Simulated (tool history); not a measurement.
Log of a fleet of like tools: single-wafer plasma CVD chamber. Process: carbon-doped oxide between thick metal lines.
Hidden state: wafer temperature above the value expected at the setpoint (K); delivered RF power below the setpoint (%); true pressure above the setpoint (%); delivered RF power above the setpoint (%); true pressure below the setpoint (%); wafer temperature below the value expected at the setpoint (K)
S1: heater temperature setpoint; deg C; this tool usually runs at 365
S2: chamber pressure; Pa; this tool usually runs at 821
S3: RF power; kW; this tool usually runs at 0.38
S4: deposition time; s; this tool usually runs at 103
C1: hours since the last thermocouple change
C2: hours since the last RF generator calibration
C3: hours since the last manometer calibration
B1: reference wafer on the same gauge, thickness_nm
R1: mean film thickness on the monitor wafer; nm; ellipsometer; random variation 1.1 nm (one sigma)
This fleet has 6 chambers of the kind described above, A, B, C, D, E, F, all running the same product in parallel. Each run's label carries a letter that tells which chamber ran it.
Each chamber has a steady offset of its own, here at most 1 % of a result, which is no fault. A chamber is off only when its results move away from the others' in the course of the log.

run 1D hour=2.4 | S1=365 S2=821 S3=0.38 S4=103 | C1=79.8 C2=719.3 C3=1515.9 | B1=444.9 | R1=423.09
run 2E hour=4.5 | S1=365 S2=821 S3=0.38 S4=103 | C1=435.9 C2=339.2 C3=161.2 | B1=444.92 | R1=427.01
run 3C hour=8.4 | S1=365 S2=821 S3=0.38 S4=103 | C1=2302.4 C2=1002.7 C3=1298.7 | B1=445.08 | R1=424.33
run 4B hour=11.9 | S1=365 S2=821 S3=0.38 S4=103 | C1=443.2 C2=495.4 C3=779.9 | B1=445.06 | R1=427.04
run 5A hour=16.1 | S1=365 S2=821 S3=0.38 S4=116 | C1=292 C2=503.6 C3=1952.9 | B1=445.05 | R1=476.53
run 6F hour=18.4 | S1=365 S2=821 S3=0.38 S4=116 | C1=411.1 C2=2521.7 C3=623.8 | B1=445.48 | R1=477.81
run 7A hour=22.8 | S1=365 S2=821 S3=0.38 S4=116 | C1=298.7 C2=510.3 C3=1959.6 | B1=445.02 | R1=474.56
-- hour=23.7 chamber F: RF generator calibrated
run 8C hour=25.5 | S1=365 S2=821 S3=0.38 S4=116 | C1=2319.5 C2=1019.8 C3=1315.8 | B1=445.06 | R1=477.53
run 9E hour=30.1 | S1=365 S2=821 S3=0.38 S4=116 | C1=461.5 C2=364.8 C3=186.8 | B1=444.85 | R1=481.37
run 10D hour=32.7 | S1=365 S2=821 S3=0.38 S4=116 | C1=110.1 C2=749.6 C3=1546.2 | B1=445.12 | R1=477.37
run 11F hour=35.6 | S1=365 S2=821 S3=0.38 S4=103 | C1=428.3 C2=12 C3=641 | B1=445.04 | R1=424.62
run 12B hour=37.9 | S1=365 S2=821 S3=0.38 S4=103 | C1=469.2 C2=521.4 C3=805.9 | B1=444.79 | R1=426.43
run 13A hour=41.5 | S1=365 S2=821 S3=0.38 S4=103 | C1=317.4 C2=529 C3=1978.3 | B1=444.92 | R1=422.74
run 14F hour=45.1 | S1=365 S2=821 S3=0.38 S4=103 | C1=437.8 C2=21.5 C3=650.5 | B1=445.49 | R1=423.96
run 15E hour=49 | S1=365 S2=821 S3=0.38 S4=103 | C1=480.4 C2=383.7 C3=205.7 | B1=444.74 | R1=426.24
run 16C hour=52.2 | S1=365 S2=821 S3=0.38 S4=103 | C1=2346.2 C2=1046.5 C3=1342.5 | B1=445.29 | R1=423.84
run 17B hour=54.9 | S1=365 S2=821 S3=0.38 S4=103 | C1=486.2 C2=538.4 C3=822.9 | B1=445.17 | R1=427.15
run 18D hour=57.4 | S1=365 S2=821 S3=0.38 S4=103 | C1=134.8 C2=774.3 C3=1570.9 | B1=445.04 | R1=425.08
run 19A hour=60.9 | S1=365 S2=821 S3=0.38 S4=103 | C1=336.8 C2=548.4 C3=1997.7 | B1=444.94 | R1=422.69
run 20B hour=63.2 | S1=365 S2=741 S3=0.38 S4=103 | C1=494.5 C2=546.7 C3=831.2 | B1=444.96 | R1=420.88
run 21D hour=67.3 | S1=365 S2=741 S3=0.38 S4=103 | C1=144.7 C2=784.2 C3=1580.8 | B1=445.06 | R1=419.42
run 22C hour=70.7 | S1=365 S2=741 S3=0.38 S4=103 | C1=2364.7 C2=1065 C3=1361 | B1=445.01 | R1=420.49
run 23F hour=74 | S1=365 S2=741 S3=0.38 S4=103 | C1=466.7 C2=50.4 C3=679.4 | B1=444.8 | R1=419.66
run 24E hour=77.2 | S1=365 S2=741 S3=0.38 S4=103 | C1=508.6 C2=411.9 C3=233.9 | B1=444.67 | R1=419.81
run 25B hour=81.2 | S1=365 S2=741 S3=0.38 S4=103 | C1=512.5 C2=564.7 C3=849.2 | B1=445.22 | R1=422.93
run 26D hour=83.9 | S1=365 S2=821 S3=0.38 S4=103 | C1=161.3 C2=800.8 C3=1597.4 | B1=444.9 | R1=423.62
run 27E hour=87.8 | S1=365 S2=821 S3=0.38 S4=103 | C1=519.2 C2=422.5 C3=244.5 | B1=445.08 | R1=426.09
run 28F hour=91.8 | S1=365 S2=821 S3=0.38 S4=103 | C1=484.5 C2=68.2 C3=697.2 | B1=444.92 | R1=424.75
run 29C hour=94.1 | S1=365 S2=821 S3=0.38 S4=103 | C1=2388.1 C2=1088.4 C3=1384.4 | B1=444.74 | R1=423.58
run 30A hour=96.5 | S1=365 S2=821 S3=0.38 S4=103 | C1=372.4 C2=584 C3=2033.3 | B1=445.09 | R1=418.45
run 31C hour=100.6 | S1=365 S2=821 S3=0.38 S4=103 | C1=2394.6 C2=1094.9 C3=1390.9 | B1=445.22 | R1=422.37
run 32F hour=103.4 | S1=365 S2=821 S3=0.38 S4=103 | C1=496.1 C2=79.8 C3=708.8 | B1=444.8 | R1=421.65
run 33A hour=108.1 | S1=365 S2=821 S3=0.38 S4=103 | C1=384 C2=595.6 C3=2044.9 | B1=444.89 | R1=418.57
run 34B hour=111.6 | S1=365 S2=1023 S3=0.38 S4=94 | C1=542.9 C2=595.1 C3=879.6 | B1=445.12 | R1=398.23
run 35D hour=115.5 | S1=365 S2=1023 S3=0.38 S4=94 | C1=192.9 C2=832.4 C3=1629 | B1=444.97 | R1=395.66
run 36E hour=118 | S1=365 S2=1023 S3=0.38 S4=94 | C1=549.4 C2=452.7 C3=274.7 | B1=444.8 | R1=397.03

All 6 chambers run these settings next. Forecast each chamber's results:
run 37A hour=121.4 | S1=365 S2=821 S3=0.38 S4=103 | R1=?
run 37B hour=121.4 | S1=365 S2=821 S3=0.38 S4=103 | R1=?
run 37C hour=121.4 | S1=365 S2=821 S3=0.38 S4=103 | R1=?
run 37D hour=121.4 | S1=365 S2=821 S3=0.38 S4=103 | R1=?
run 37E hour=121.4 | S1=365 S2=821 S3=0.38 S4=103 | R1=?
run 37F hour=121.4 | S1=365 S2=821 S3=0.38 S4=103 | R1=?

run=37A R1=418.92
run=37B R1=425.85
run=37C R1=422.84
run=37D R1=424.61
run=37E R1=426.81
run=37F R1=422.82

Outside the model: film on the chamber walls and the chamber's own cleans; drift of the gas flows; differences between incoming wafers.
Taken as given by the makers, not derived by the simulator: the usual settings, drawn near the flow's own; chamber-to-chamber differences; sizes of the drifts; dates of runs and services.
